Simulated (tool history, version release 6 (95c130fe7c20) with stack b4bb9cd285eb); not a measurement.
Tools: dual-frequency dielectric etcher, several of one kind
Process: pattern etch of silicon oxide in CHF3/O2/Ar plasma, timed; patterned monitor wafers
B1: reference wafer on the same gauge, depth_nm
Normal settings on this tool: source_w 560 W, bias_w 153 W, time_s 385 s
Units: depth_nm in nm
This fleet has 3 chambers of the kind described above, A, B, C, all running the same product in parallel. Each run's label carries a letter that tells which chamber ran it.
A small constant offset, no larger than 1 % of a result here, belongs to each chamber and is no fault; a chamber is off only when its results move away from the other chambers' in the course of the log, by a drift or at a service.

{"run": "1C", "hour": 4.6, "source_w": 560, "bias_w": 153, "time_s": 385, "B1": 567.83, "depth_nm": 706.79}
{"run": "2A", "hour": 11.9, "source_w": 560, "bias_w": 153, "time_s": 385, "B1": 568.03, "depth_nm": 705.95}
{"run": "3B", "hour": 17.0, "source_w": 560, "bias_w": 153, "time_s": 385, "B1": 568.07, "depth_nm": 703.87}
{"run": "4C", "hour": 25.8, "source_w": 560, "bias_w": 153, "time_s": 385, "B1": 567.67, "depth_nm": 704.94}
{"run": "5A", "hour": 34.7, "source_w": 560, "bias_w": 153, "time_s": 385, "B1": 567.96, "depth_nm": 701.31}
{"run": "6B", "hour": 44.8, "source_w": 560, "bias_w": 153, "time_s": 385, "B1": 567.96, "depth_nm": 705.14}
{"hour": 46.8, "done": "chamber B: wet clean of the chamber"}
{"run": "7C", "hour": 53.0, "source_w": 560, "bias_w": 153, "time_s": 385, "B1": 567.86, "depth_nm": 708.1}
{"run": "8A", "hour": 60.0, "source_w": 560, "bias_w": 153, "time_s": 385, "B1": 568.14, "depth_nm": 701.21}
{"run": "9B", "hour": 67.8, "source_w": 560, "bias_w": 153, "time_s": 385, "B1": 568.14, "depth_nm": 704.12}
{"run": "10B", "hour": 72.8, "source_w": 560, "bias_w": 153, "time_s": 385, "B1": 568.17, "depth_nm": 703.21}
{"run": "11A", "hour": 78.1, "source_w": 560, "bias_w": 153, "time_s": 385, "B1": 567.88, "depth_nm": 704.96}
{"run": "12C", "hour": 86.3, "source_w": 610, "bias_w": 153, "time_s": 321, "B1": 568.08, "depth_nm": 607.64}
{"run": "13B", "hour": 93.5, "source_w": 610, "bias_w": 153, "time_s": 321, "B1": 567.79, "depth_nm": 606.58}
{"run": "14C", "hour": 100.5, "source_w": 610, "bias_w": 153, "time_s": 321, "B1": 568.13, "depth_nm": 610.32}
{"run": "15A", "hour": 108.9, "source_w": 560, "bias_w": 153, "time_s": 385, "B1": 567.57, "depth_nm": 708.99}
{"run": "16C", "hour": 113.8, "source_w": 560, "bias_w": 153, "time_s": 385, "B1": 568, "depth_nm": 705.77}
{"run": "17A", "hour": 122.3, "source_w": 560, "bias_w": 153, "time_s": 385, "B1": 568.12, "depth_nm": 711.92}
{"run": "18B", "hour": 130.0, "source_w": 560, "bias_w": 153, "time_s": 385, "B1": 568.04, "depth_nm": 705.32}
{"run": "19B", "hour": 136.4, "source_w": 560, "bias_w": 153, "time_s": 385, "B1": 568.22, "depth_nm": 705.54}
{"run": "20C", "hour": 142.7, "source_w": 560, "bias_w": 153, "time_s": 385, "B1": 568.16, "depth_nm": 707.87}
{"run": "21A", "hour": 151.9, "source_w": 560, "bias_w": 153, "time_s": 385, "B1": 567.91, "depth_nm": 712.54}
{"run": "22C", "hour": 162.4, "source_w": 560, "bias_w": 153, "time_s": 385, "B1": 568.12, "depth_nm": 708.34}
{"hour": 166.1, "done": "chamber A: bias power generator calibrated"}
{"run": "23A", "hour": 172.7, "source_w": 660, "bias_w": 116, "time_s": 385, "B1": 568.22, "depth_nm": 693.12}
{"run": "24B", "hour": 180.6, "source_w": 660, "bias_w": 116, "time_s": 385, "B1": 568.49, "depth_nm": 687.64}
{"run": "25A", "hour": 189.8, "source_w": 660, "bias_w": 116, "time_s": 385, "B1": 568.68, "depth_nm": 694.51}
{"run": "26B", "hour": 198.9, "source_w": 560, "bias_w": 153, "time_s": 385, "B1": 567.89, "depth_nm": 705.29}
{"run": "27C", "hour": 204.6, "source_w": 560, "bias_w": 153, "time_s": 385, "B1": 568.3, "depth_nm": 703.82}
{"run": "28C", "hour": 213.2, "source_w": 560, "bias_w": 153, "time_s": 385, "B1": 567.78, "depth_nm": 707.18}
{"run": "29B", "hour": 223.1, "source_w": 610, "bias_w": 153, "time_s": 282, "B1": 567.54, "depth_nm": 533.37}
{"run": "30A", "hour": 231.8, "source_w": 610, "bias_w": 153, "time_s": 282, "B1": 567.94, "depth_nm": 539.81}
{"run": "31A", "hour": 237.9, "source_w": 610, "bias_w": 153, "time_s": 282, "B1": 568.43, "depth_nm": 541.53}
{"run": "32C", "hour": 244.2, "source_w": 560, "bias_w": 153, "time_s": 385, "B1": 568.03, "depth_nm": 709.79}
{"run": "33B", "hour": 251.6, "source_w": 560, "bias_w": 153, "time_s": 385, "B1": 568.3, "depth_nm": 705.46}
{"run": "34A", "hour": 260.3, "source_w": 560, "bias_w": 153, "time_s": 385, "B1": 568.13, "depth_nm": 716.43}
{"run": "35B", "hour": 266.7, "source_w": 560, "bias_w": 153, "time_s": 385, "B1": 568.38, "depth_nm": 704.85}

Is one chamber off against the others, does the gauge drift, or is nothing wrong? If a chamber is off, say which, and what the likeliest cause is.

One chamber, A, drifts off from the rest bit by bit.
Most likely cause: etch rate over this chamber's usual, % = 2.32.
The log may not separate it from: source power that arrives over what is set, %.

Chamber A could run next with any of the 4 candidate recipes listed below; each alters the usual settings, and their results appear as question marks. Which one brings its results back in line with what the other chambers deliver on the usual settings?
Counts as in line when no further than this from what the other chambers average on the usual settings: depth_nm 6.5 nm
{"run": "36A-1", "hour": 274.4, "source_w": 560, "bias_w": 153, "time_s": 378.5, "depth_nm": "?"}
{"run": "36A-2", "hour": 274.4, "source_w": 560, "bias_w": 153, "time_s": 392, "depth_nm": "?"}
{"run": "36A-3", "hour": 274.4, "source_w": 560, "bias_w": 153, "time_s": 372.5, "depth_nm": "?"}
{"run": "36A-4", "hour": 274.4, "source_w": 560, "bias_w": 154, "time_s": 396.5, "depth_nm": "?"}

Mean of the other chambers on the usual settings: depth_nm 705.43 nm
run=36A-1 depth_nm=706.38
run=36A-2 depth_nm=731.58
run=36A-3 depth_nm=695.19
run=36A-4 depth_nm=741.56
The answer is 36A-1, which returns the chamber to within the allowed miss of the others.

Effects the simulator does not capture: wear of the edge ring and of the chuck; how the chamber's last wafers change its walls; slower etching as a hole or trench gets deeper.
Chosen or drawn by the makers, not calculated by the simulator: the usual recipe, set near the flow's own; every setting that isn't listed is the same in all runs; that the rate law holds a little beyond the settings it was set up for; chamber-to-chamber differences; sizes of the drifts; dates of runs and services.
